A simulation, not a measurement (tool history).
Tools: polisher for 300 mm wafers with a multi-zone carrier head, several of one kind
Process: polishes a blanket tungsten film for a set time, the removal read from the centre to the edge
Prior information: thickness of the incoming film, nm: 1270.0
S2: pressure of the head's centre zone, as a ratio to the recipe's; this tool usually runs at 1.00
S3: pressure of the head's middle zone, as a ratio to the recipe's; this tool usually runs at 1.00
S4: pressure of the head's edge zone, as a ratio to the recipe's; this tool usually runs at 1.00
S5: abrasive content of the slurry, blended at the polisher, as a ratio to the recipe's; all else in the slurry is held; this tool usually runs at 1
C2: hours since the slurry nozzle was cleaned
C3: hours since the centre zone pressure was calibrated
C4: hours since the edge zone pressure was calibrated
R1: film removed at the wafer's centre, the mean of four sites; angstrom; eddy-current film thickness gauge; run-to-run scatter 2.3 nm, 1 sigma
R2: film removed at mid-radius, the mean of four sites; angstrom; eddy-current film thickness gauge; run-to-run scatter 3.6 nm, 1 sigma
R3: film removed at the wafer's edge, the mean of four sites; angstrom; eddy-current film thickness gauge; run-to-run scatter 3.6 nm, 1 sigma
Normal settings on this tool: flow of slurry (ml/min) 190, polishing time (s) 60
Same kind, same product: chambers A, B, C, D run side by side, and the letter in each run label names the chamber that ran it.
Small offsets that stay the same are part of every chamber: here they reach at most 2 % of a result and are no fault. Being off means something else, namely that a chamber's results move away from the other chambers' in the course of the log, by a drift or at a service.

{"run": "1D", "hour": 5.1, "flow of slurry (ml/min)": 190, "S2": 1.0, "S3": 1.0, "S4": 1.0, "S5": 1, "polishing time (s)": 60, "wafers polished on this pad": 253, "C2": 11.9, "C3": 1382.4, "C4": 171.3, "R1": 3018.4, "R2": 3045.3, "R3": 2992.4}
{"hour": 9.5, "done": "chamber B: worn pad replaced by a new one"}
{"run": "2C", "hour": 11.5, "flow of slurry (ml/min)": 190, "S2": 1.0, "S3": 1.0, "S4": 1.0, "S5": 1, "polishing time (s)": 60, "wafers polished on this pad": 347, "C2": 528.8, "C3": 52.5, "C4": 654.4, "R1": 3039.9, "R2": 2941.2, "R3": 3072.7}
{"run": "3B", "hour": 15.5, "flow of slurry (ml/min)": 190, "S2": 1.0, "S3": 1.0, "S4": 1.0, "S5": 1, "polishing time (s)": 60, "wafers polished on this pad": 76, "C2": 266.2, "C3": 331.5, "C4": 308.6, "R1": 3076.9, "R2": 3072.8, "R3": 3076.5}
{"hour": 17.8, "done": "chamber D: centre zone pressure recalibrated"}
{"run": "4A", "hour": 21.4, "flow of slurry (ml/min)": 190, "S2": 1.0, "S3": 1.0, "S4": 1.0, "S5": 1, "polishing time (s)": 60, "wafers polished on this pad": 694, "C2": 559.4, "C3": 552.9, "C4": 366.4, "R1": 3043.0, "R2": 3070.2, "R3": 2979.5}
{"run": "5A", "hour": 28.8, "flow of slurry (ml/min)": 190, "S2": 1.0, "S3": 1.0, "S4": 1.0, "S5": 1, "polishing time (s)": 60, "wafers polished on this pad": 788, "C2": 566.8, "C3": 560.3, "C4": 373.8, "R1": 3001.2, "R2": 3088.2, "R3": 3050.2}
{"run": "6B", "hour": 32.3, "flow of slurry (ml/min)": 190, "S2": 1.0, "S3": 1.0, "S4": 1.0, "S5": 1, "polishing time (s)": 60, "wafers polished on this pad": 290, "C2": 283.0, "C3": 348.3, "C4": 325.4, "R1": 3050.9, "R2": 3000.6, "R3": 3036.3}
{"run": "7C", "hour": 39.1, "flow of slurry (ml/min)": 190, "S2": 1.0, "S3": 1.0, "S4": 1.0, "S5": 1, "polishing time (s)": 60, "wafers polished on this pad": 698, "C2": 556.4, "C3": 80.1, "C4": 682.0, "R1": 2985.9, "R2": 2937.1, "R3": 3059.9}
{"hour": 39.6, "done": "chamber D: worn pad replaced by a new one"}
{"hour": 43.3, "done": "chamber B: slurry nozzle cleaned"}
{"run": "8D", "hour": 45.6, "flow of slurry (ml/min)": 190, "S2": 1.0, "S3": 1.0, "S4": 1.0, "S5": 1, "polishing time (s)": 60, "wafers polished on this pad": 77, "C2": 52.4, "C3": 27.9, "C4": 211.8, "R1": 3042.4, "R2": 3084.2, "R3": 3044.7}
{"run": "9B", "hour": 49.8, "flow of slurry (ml/min)": 190, "S2": 1.0, "S3": 1.0, "S4": 1.0, "S5": 1, "polishing time (s)": 60, "wafers polished on this pad": 513, "C2": 6.6, "C3": 365.8, "C4": 342.9, "R1": 3084.7, "R2": 2930.7, "R3": 3008.8}
{"run": "10D", "hour": 54.2, "flow of slurry (ml/min)": 190, "S2": 1.0, "S3": 1.0, "S4": 1.0, "S5": 1, "polishing time (s)": 60, "wafers polished on this pad": 186, "C2": 61.0, "C3": 36.5, "C4": 220.4, "R1": 3060.3, "R2": 2991.4, "R3": 3028.9}
{"hour": 54.9, "done": "chamber C: worn pad replaced by a new one"}
{"run": "11C", "hour": 58.6, "flow of slurry (ml/min)": 190, "S2": 1.0, "S3": 1.0, "S4": 1.0, "S5": 1, "polishing time (s)": 60, "wafers polished on this pad": 47, "C2": 575.9, "C3": 99.6, "C4": 701.5, "R1": 3005.1, "R2": 2929.7, "R3": 3013.0}
{"run": "12A", "hour": 66.1, "flow of slurry (ml/min)": 190, "S2": 1.0, "S3": 1.0, "S4": 1.0, "S5": 1, "polishing time (s)": 60, "wafers polished on this pad": 1263, "C2": 604.1, "C3": 597.6, "C4": 411.1, "R1": 3017.8, "R2": 3039.3, "R3": 3071.8}
{"run": "13C", "hour": 73.9, "flow of slurry (ml/min)": 190, "S2": 1.0, "S3": 1.0, "S4": 1.0, "S5": 1, "polishing time (s)": 60, "wafers polished on this pad": 242, "C2": 591.2, "C3": 114.9, "C4": 716.8, "R1": 2984.3, "R2": 2906.1, "R3": 3049.2}
{"hour": 74.0, "done": "chamber A: worn pad replaced by a new one"}
{"run": "14A", "hour": 79.7, "flow of slurry (ml/min)": 190, "S2": 1.0, "S3": 1.0, "S4": 1.0, "S5": 1, "polishing time (s)": 60, "wafers polished on this pad": 73, "C2": 617.7, "C3": 611.2, "C4": 424.7, "R1": 3029.1, "R2": 3086.5, "R3": 3010.6}
{"run": "15D", "hour": 83.5, "flow of slurry (ml/min)": 190, "S2": 1.0, "S3": 1.0, "S4": 1.0, "S5": 1, "polishing time (s)": 60, "wafers polished on this pad": 559, "C2": 90.3, "C3": 65.8, "C4": 249.7, "R1": 3067.0, "R2": 3061.9, "R3": 2982.7}
{"run": "16B", "hour": 88.3, "flow of slurry (ml/min)": 190, "S2": 1.0, "S3": 1.0, "S4": 1.0, "S5": 1, "polishing time (s)": 60, "wafers polished on this pad": 1003, "C2": 45.1, "C3": 404.3, "C4": 381.4, "R1": 3076.0, "R2": 3060.9, "R3": 3040.6}
{"run": "17D", "hour": 94.8, "flow of slurry (ml/min)": 190, "S2": 1.0, "S3": 1.0, "S4": 1.0, "S5": 1, "polishing time (s)": 60, "wafers polished on this pad": 703, "C2": 101.6, "C3": 77.1, "C4": 261.0, "R1": 3037.3, "R2": 3015.6, "R3": 3010.2}
{"hour": 95.1, "done": "chamber D: worn pad replaced by a new one"}
{"run": "18A", "hour": 102.2, "flow of slurry (ml/min)": 190, "S2": 1.0, "S3": 1.0, "S4": 1.0, "S5": 1, "polishing time (s)": 60, "wafers polished on this pad": 360, "C2": 640.2, "C3": 633.7, "C4": 447.2, "R1": 3030.7, "R2": 3054.1, "R3": 3034.3}
{"run": "19B", "hour": 106.0, "flow of slurry (ml/min)": 190, "S2": 1.0, "S3": 1.0, "S4": 1.0, "S5": 1, "polishing time (s)": 60, "wafers polished on this pad": 1228, "C2": 62.8, "C3": 422.0, "C4": 399.1, "R1": 3035.8, "R2": 3012.4, "R3": 3056.8}
{"run": "20C", "hour": 110.4, "flow of slurry (ml/min)": 190, "S2": 0.91, "S3": 1.0, "S4": 1.0, "S5": 1, "polishing time (s)": 68, "wafers polished on this pad": 707, "C2": 627.7, "C3": 151.4, "C4": 753.3, "R1": 3045.3, "R2": 3416.6, "R3": 3385.2}
{"run": "21B", "hour": 117.6, "flow of slurry (ml/min)": 190, "S2": 0.91, "S3": 1.0, "S4": 1.0, "S5": 1, "polishing time (s)": 68, "wafers polished on this pad": 1376, "C2": 74.4, "C3": 433.6, "C4": 410.7, "R1": 3150.6, "R2": 3418.1, "R3": 3457.9}
{"run": "22C", "hour": 121.2, "flow of slurry (ml/min)": 190, "S2": 0.91, "S3": 1.0, "S4": 1.0, "S5": 1, "polishing time (s)": 68, "wafers polished on this pad": 844, "C2": 638.5, "C3": 162.2, "C4": 764.1, "R1": 3030.3, "R2": 3350.5, "R3": 3328.5}
{"hour": 126.9, "done": "chamber B: worn pad replaced by a new one"}
{"run": "23A", "hour": 128.3, "flow of slurry (ml/min)": 190, "S2": 0.91, "S3": 1.0, "S4": 1.0, "S5": 1, "polishing time (s)": 68, "wafers polished on this pad": 692, "C2": 666.3, "C3": 659.8, "C4": 473.3, "R1": 3137.2, "R2": 3438.2, "R3": 3436.6}
{"hour": 129.4, "done": "chamber C: worn pad replaced by a new one"}
{"run": "24D", "hour": 134.0, "flow of slurry (ml/min)": 190, "S2": 1.0, "S3": 1.08, "S4": 1.0, "S5": 1, "polishing time (s)": 60, "wafers polished on this pad": 495, "C2": 140.8, "C3": 116.3, "C4": 300.2, "R1": 3071.2, "R2": 3323.7, "R3": 3053.1}
{"run": "25B", "hour": 138.7, "flow of slurry (ml/min)": 190, "S2": 1.0, "S3": 1.08, "S4": 1.0, "S5": 1, "polishing time (s)": 60, "wafers polished on this pad": 150, "C2": 95.5, "C3": 454.7, "C4": 431.8, "R1": 3069.1, "R2": 3283.4, "R3": 3015.0}
{"run": "26C", "hour": 145.0, "flow of slurry (ml/min)": 190, "S2": 1.0, "S3": 1.08, "S4": 1.0, "S5": 1, "polishing time (s)": 60, "wafers polished on this pad": 199, "C2": 662.3, "C3": 186.0, "C4": 787.9, "R1": 2932.8, "R2": 3175.3, "R3": 2965.8}
{"run": "27D", "hour": 148.8, "flow of slurry (ml/min)": 190, "S2": 1.0, "S3": 1.08, "S4": 1.0, "S5": 1, "polishing time (s)": 60, "wafers polished on this pad": 684, "C2": 155.6, "C3": 131.1, "C4": 315.0, "R1": 3006.3, "R2": 3272.7, "R3": 3054.3}
{"hour": 154.9, "done": "chamber D: worn pad replaced by a new one"}
{"run": "28A", "hour": 155.9, "flow of slurry (ml/min)": 190, "S2": 1.0, "S3": 0.95, "S4": 1.0, "S5": 1, "polishing time (s)": 44, "wafers polished on this pad": 1043, "C2": 693.9, "C3": 687.4, "C4": 500.9, "R1": 2231.0, "R2": 2170.8, "R3": 2236.9}
{"run": "29C", "hour": 160.4, "flow of slurry (ml/min)": 190, "S2": 1.0, "S3": 0.95, "S4": 1.0, "S5": 1, "polishing time (s)": 44, "wafers polished on this pad": 395, "C2": 677.7, "C3": 201.4, "C4": 803.3, "R1": 2136.8, "R2": 2051.2, "R3": 2137.6}
{"hour": 162.5, "done": "chamber B: edge zone pressure recalibrated"}
{"run": "30B", "hour": 165.7, "flow of slurry (ml/min)": 190, "S2": 1.0, "S3": 0.95, "S4": 1.0, "S5": 1, "polishing time (s)": 44, "wafers polished on this pad": 494, "C2": 122.5, "C3": 481.7, "C4": 3.2, "R1": 2258.8, "R2": 2161.0, "R3": 2218.6}
{"run": "31A", "hour": 173.3, "flow of slurry (ml/min)": 190, "S2": 1.0, "S3": 0.95, "S4": 1.0, "S5": 1, "polishing time (s)": 44, "wafers polished on this pad": 1265, "C2": 711.3, "C3": 704.8, "C4": 518.3, "R1": 2251.9, "R2": 2177.2, "R3": 2243.3}
{"run": "32D", "hour": 178.5, "flow of slurry (ml/min)": 190, "S2": 1.0, "S3": 1.0, "S4": 1.0, "S5": 1, "polishing time (s)": 60, "wafers polished on this pad": 300, "C2": 185.3, "C3": 160.8, "C4": 344.7, "R1": 3018.0, "R2": 3000.4, "R3": 3059.3}
{"run": "33C", "hour": 184.0, "flow of slurry (ml/min)": 190, "S2": 1.0, "S3": 1.0, "S4": 0.95, "S5": 1, "polishing time (s)": 48, "wafers polished on this pad": 695, "C2": 701.3, "C3": 225.0, "C4": 826.9, "R1": 2321.9, "R2": 2295.7, "R3": 2261.4}
{"run": "34A", "hour": 188.6, "flow of slurry (ml/min)": 190, "S2": 1.0, "S3": 1.0, "S4": 0.95, "S5": 1, "polishing time (s)": 48, "wafers polished on this pad": 1460, "C2": 726.6, "C3": 720.1, "C4": 533.6, "R1": 2404.2, "R2": 2468.4, "R3": 2375.4}
{"run": "35D", "hour": 192.6, "flow of slurry (ml/min)": 190, "S2": 1.0, "S3": 1.0, "S4": 0.95, "S5": 1, "polishing time (s)": 48, "wafers polished on this pad": 480, "C2": 199.4, "C3": 174.9, "C4": 358.8, "R1": 2416.4, "R2": 2378.3, "R3": 2324.1}
{"hour": 196.9, "done": "chamber A: worn pad replaced by a new one"}
{"run": "36B", "hour": 200.0, "flow of slurry (ml/min)": 190, "S2": 1.0, "S3": 1.0, "S4": 0.95, "S5": 1, "polishing time (s)": 48, "wafers polished on this pad": 931, "C2": 156.8, "C3": 516.0, "C4": 37.5, "R1": 2460.1, "R2": 2427.1, "R3": 2342.8}
{"run": "37C", "hour": 205.9, "flow of slurry (ml/min)": 190, "S2": 1.0, "S3": 1.0, "S4": 1.0, "S5": 1, "polishing time (s)": 60, "wafers polished on this pad": 974, "C2": 723.2, "C3": 246.9, "C4": 848.8, "R1": 2860.4, "R2": 2912.2, "R3": 2950.3}
{"run": "38A", "hour": 213.1, "flow of slurry (ml/min)": 190, "S2": 1.0, "S3": 1.0, "S4": 1.0, "S5": 1, "polishing time (s)": 60, "wafers polished on this pad": 207, "C2": 751.1, "C3": 744.6, "C4": 558.1, "R1": 3057.4, "R2": 3081.9, "R3": 3023.9}
{"hour": 216.3, "done": "chamber C: worn pad replaced by a new one"}
{"hour": 217.9, "done": "chamber D: worn pad replaced by a new one"}
{"run": "39D", "hour": 218.9, "flow of slurry (ml/min)": 190, "S2": 1.0, "S3": 1.0, "S4": 1.0, "S5": 1, "polishing time (s)": 60, "wafers polished on this pad": 13, "C2": 225.7, "C3": 201.2, "C4": 385.1, "R1": 3010.3, "R2": 3012.8, "R3": 3067.7}
{"run": "40B", "hour": 224.9, "flow of slurry (ml/min)": 190, "S2": 1.0, "S3": 1.0, "S4": 1.0, "S5": 1, "polishing time (s)": 60, "wafers polished on this pad": 1248, "C2": 181.7, "C3": 540.9, "C4": 62.4, "R1": 3083.7, "R2": 3072.4, "R3": 3121.4}
{"hour": 228.9, "done": "chamber D: slurry nozzle cleaned"}
{"run": "41A", "hour": 232.4, "flow of slurry (ml/min)": 190, "S2": 1.0, "S3": 1.0, "S4": 1.0, "S5": 1, "polishing time (s)": 60, "wafers polished on this pad": 453, "C2": 770.4, "C3": 763.9, "C4": 577.4, "R1": 3086.6, "R2": 3048.3, "R3": 3014.3}
{"run": "42D", "hour": 238.7, "flow of slurry (ml/min)": 190, "S2": 1.0, "S3": 1.0, "S4": 1.0, "S5": 1, "polishing time (s)": 60, "wafers polished on this pad": 265, "C2": 9.8, "C3": 221.0, "C4": 404.9, "R1": 3010.3, "R2": 3042.4, "R3": 2997.8}
{"run": "43C", "hour": 245.3, "flow of slurry (ml/min)": 190, "S2": 1.0, "S3": 1.0, "S4": 1.0, "S5": 1, "polishing time (s)": 60, "wafers polished on this pad": 370, "C2": 762.6, "C3": 286.3, "C4": 888.2, "R1": 2839.1, "R2": 2920.2, "R3": 2905.4}

Next, every chamber runs the same settings. What will each give?
{"run": "44A", "hour": 250.9, "flow of slurry (ml/min)": 155, "S2": 1.0, "S3": 1.0, "S4": 1.0, "S5": 1, "polishing time (s)": 60, "R1": "?", "R2": "?", "R3": "?"}
{"run": "44B", "hour": 250.9, "flow of slurry (ml/min)": 155, "S2": 1.0, "S3": 1.0, "S4": 1.0, "S5": 1, "polishing time (s)": 60, "R1": "?", "R2": "?", "R3": "?"}
{"run": "44C", "hour": 250.9, "flow of slurry (ml/min)": 155, "S2": 1.0, "S3": 1.0, "S4": 1.0, "S5": 1, "polishing time (s)": 60, "R1": "?", "R2": "?", "R3": "?"}
{"run": "44D", "hour": 250.9, "flow of slurry (ml/min)": 155, "S2": 1.0, "S3": 1.0, "S4": 1.0, "S5": 1, "polishing time (s)": 60, "R1": "?", "R2": "?", "R3": "?"}

run=44A R1=2986.3 R2=3050.1 R3=2988.8
run=44B R1=2942.0 R2=2930.6 R3=3015.7
run=44C R1=2701.5 R2=2666.6 R3=2836.1
run=44D R1=2915.0 R2=2878.9 R3=2940.1
